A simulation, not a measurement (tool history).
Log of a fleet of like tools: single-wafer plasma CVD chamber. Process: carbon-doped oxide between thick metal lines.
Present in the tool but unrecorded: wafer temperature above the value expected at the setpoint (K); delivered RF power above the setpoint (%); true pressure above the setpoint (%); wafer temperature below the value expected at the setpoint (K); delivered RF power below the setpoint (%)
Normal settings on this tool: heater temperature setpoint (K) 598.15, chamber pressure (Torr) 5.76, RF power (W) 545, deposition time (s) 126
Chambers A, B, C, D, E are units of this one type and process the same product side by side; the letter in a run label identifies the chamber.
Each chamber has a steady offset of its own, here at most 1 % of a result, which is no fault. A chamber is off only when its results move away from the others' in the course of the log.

| run | hour | heater temperature setpoint (K) | chamber pressure (Torr) | RF power (W) | deposition time (s) | hours since the last thermocouple change | hours since the last RF generator calibration | hours since the last manometer calibration | read-back reference wafer on the same gauge, thickness_nm | mean film thickness on the monitor wafer (angstrom) |
|---|---|---|---|---|---|---|---|---|---|---|
| 1B | 11.3 | 598.15 | 5.76 | 545 | 126 | 750.8 | 1038.3 | 2164.7 | 619.82 | 7298.2 |
| 2C | 23.0 | 598.15 | 5.76 | 545 | 126 | 1678.4 | 833.2 | 734.6 | 620.19 | 7410.8 |
| 3E | 35.4 | 598.15 | 5.76 | 545 | 126 | 1315.2 | 251.5 | 635.5 | 620.03 | 7341.9 |
| 4A | 43.7 | 598.15 | 5.76 | 545 | 126 | 1266.0 | 353.0 | 854.1 | 619.98 | 7345.6 |
| 5D | 52.4 | 598.15 | 5.76 | 545 | 126 | 162.4 | 2252.0 | 1525.4 | 620.30 | 7346.4 |
| 6A | 60.5 | 598.15 | 5.76 | 545 | 126 | 1282.8 | 369.8 | 870.9 | 620.01 | 7332.3 |
| 7C | 66.9 | 598.15 | 5.76 | 545 | 126 | 1722.3 | 877.1 | 778.5 | 619.71 | 7413.3 |
| 8D | 76.7 | 598.15 | 5.76 | 545 | 126 | 186.7 | 2276.3 | 1549.7 | 619.78 | 7370.9 |
| 9B | 87.9 | 598.15 | 5.76 | 545 | 126 | 827.4 | 1114.9 | 2241.3 | 620.00 | 7267.8 |
| 10E | 99.8 | 588.15 | 5.76 | 545 | 126 | 1379.6 | 315.9 | 699.9 | 620.10 | 7642.5 |
| 11C | 112.7 | 588.15 | 5.76 | 545 | 126 | 1768.1 | 922.9 | 824.3 | 619.84 | 7678.0 |
| 12B | 122.3 | 588.15 | 5.76 | 545 | 126 | 861.8 | 1149.3 | 2275.7 | 619.96 | 7597.8 |
| 13D | 131.0 | 588.15 | 5.76 | 545 | 126 | 241.0 | 2330.6 | 1604.0 | 619.91 | 7651.1 |
| 14A | 138.6 | 588.15 | 5.76 | 545 | 126 | 1360.9 | 447.9 | 949.0 | 620.31 | 7538.3 |
| 15E | 145.8 | 598.15 | 5.76 | 545 | 126 | 1425.6 | 361.9 | 745.9 | 620.13 | 7399.4 |
| 16A | 158.2 | 598.15 | 5.76 | 545 | 126 | 1380.5 | 467.5 | 968.6 | 620.18 | 7316.3 |
| 17C | 166.5 | 598.15 | 5.76 | 545 | 126 | 1821.9 | 976.7 | 878.1 | 620.13 | 7442.3 |
| 18E | 173.0 | 605.15 | 4.73 | 545 | 126 | 1452.8 | 389.1 | 773.1 | 620.01 | 7004.9 |
| 19D | 185.8 | 605.15 | 4.73 | 545 | 126 | 295.8 | 2385.4 | 1658.8 | 619.68 | 7009.1 |
| 20B | 194.9 | 605.15 | 4.73 | 545 | 126 | 934.4 | 1221.9 | 2348.3 | 619.50 | 6924.8 |
|  | 195.3 | chamber D: RF generator calibrated |
| 21D | 203.3 | 605.15 | 4.73 | 545 | 126 | 313.3 | 8.1 | 1676.3 | 619.62 | 7009.0 |
| 22C | 216.0 | 605.15 | 4.73 | 545 | 126 | 1871.4 | 1026.2 | 927.6 | 620.37 | 7006.0 |
| 23A | 223.8 | 598.15 | 5.76 | 545 | 126 | 1446.1 | 533.1 | 1034.2 | 620.09 | 7326.5 |
| 24B | 236.3 | 598.15 | 5.76 | 545 | 126 | 975.8 | 1263.3 | 2389.7 | 619.63 | 7272.6 |
| 25E | 249.0 | 598.15 | 5.76 | 545 | 126 | 1528.8 | 465.1 | 849.1 | 619.68 | 7364.8 |
| 26B | 257.8 | 598.15 | 5.76 | 545 | 126 | 997.3 | 1284.8 | 2411.2 | 620.23 | 7274.8 |
| 27D | 264.4 | 598.15 | 5.76 | 545 | 126 | 374.4 | 69.2 | 1737.4 | 620.03 | 7368.7 |
| 28C | 271.3 | 598.15 | 5.76 | 545 | 126 | 1926.7 | 1081.5 | 982.9 | 620.14 | 7426.6 |
| 29A | 283.9 | 598.15 | 5.76 | 545 | 126 | 1506.2 | 593.2 | 1094.3 | 620.38 | 7333.8 |
| 30E | 296.2 | 590.15 | 5.76 | 600 | 126 | 1576.0 | 512.3 | 896.3 | 619.90 | 8008.3 |
| 31D | 308.6 | 590.15 | 5.76 | 600 | 126 | 418.6 | 113.4 | 1781.6 | 619.95 | 7995.2 |
| 32A | 318.1 | 590.15 | 5.76 | 600 | 126 | 1540.4 | 627.4 | 1128.5 | 620.01 | 7945.4 |
| 33B | 329.4 | 590.15 | 5.76 | 600 | 126 | 1068.9 | 1356.4 | 2482.8 | 619.89 | 7939.9 |
| 34E | 342.3 | 590.15 | 5.76 | 600 | 126 | 1622.1 | 558.4 | 942.4 | 619.73 | 8040.1 |
| 35C | 354.5 | 598.15 | 5.76 | 545 | 126 | 2009.9 | 1164.7 | 1066.1 | 619.64 | 7394.7 |
| 36D | 366.2 | 586.15 | 5.76 | 545 | 126 | 476.2 | 171.0 | 1839.2 | 619.68 | 7656.4 |
| 37E | 373.6 | 586.15 | 5.76 | 545 | 126 | 1653.4 | 589.7 | 973.7 | 619.84 | 7643.5 |
| 38C | 382.4 | 586.15 | 5.76 | 545 | 126 | 2037.8 | 1192.6 | 1094.0 | 620.08 | 7730.4 |
| 39B | 391.5 | 586.15 | 5.76 | 545 | 126 | 1131.0 | 1418.5 | 2544.9 | 619.61 | 7625.9 |
| 40A | 398.5 | 586.15 | 5.76 | 545 | 126 | 1620.8 | 707.8 | 1208.9 | 619.92 | 7669.3 |
| 41E | 406.3 | 598.15 | 5.76 | 470 | 114 | 1686.1 | 622.4 | 1006.4 | 619.65 | 6045.2 |

Read the log: is a single chamber off, either drifting away or since a service, is the gauge that measures every chamber drifting, or is nothing wrong beyond small per-chamber offsets? Name any odd chamber and what most likely caused it.

No chamber is off and the gauge is stable; the differences are just each chamber's small, constant offset.
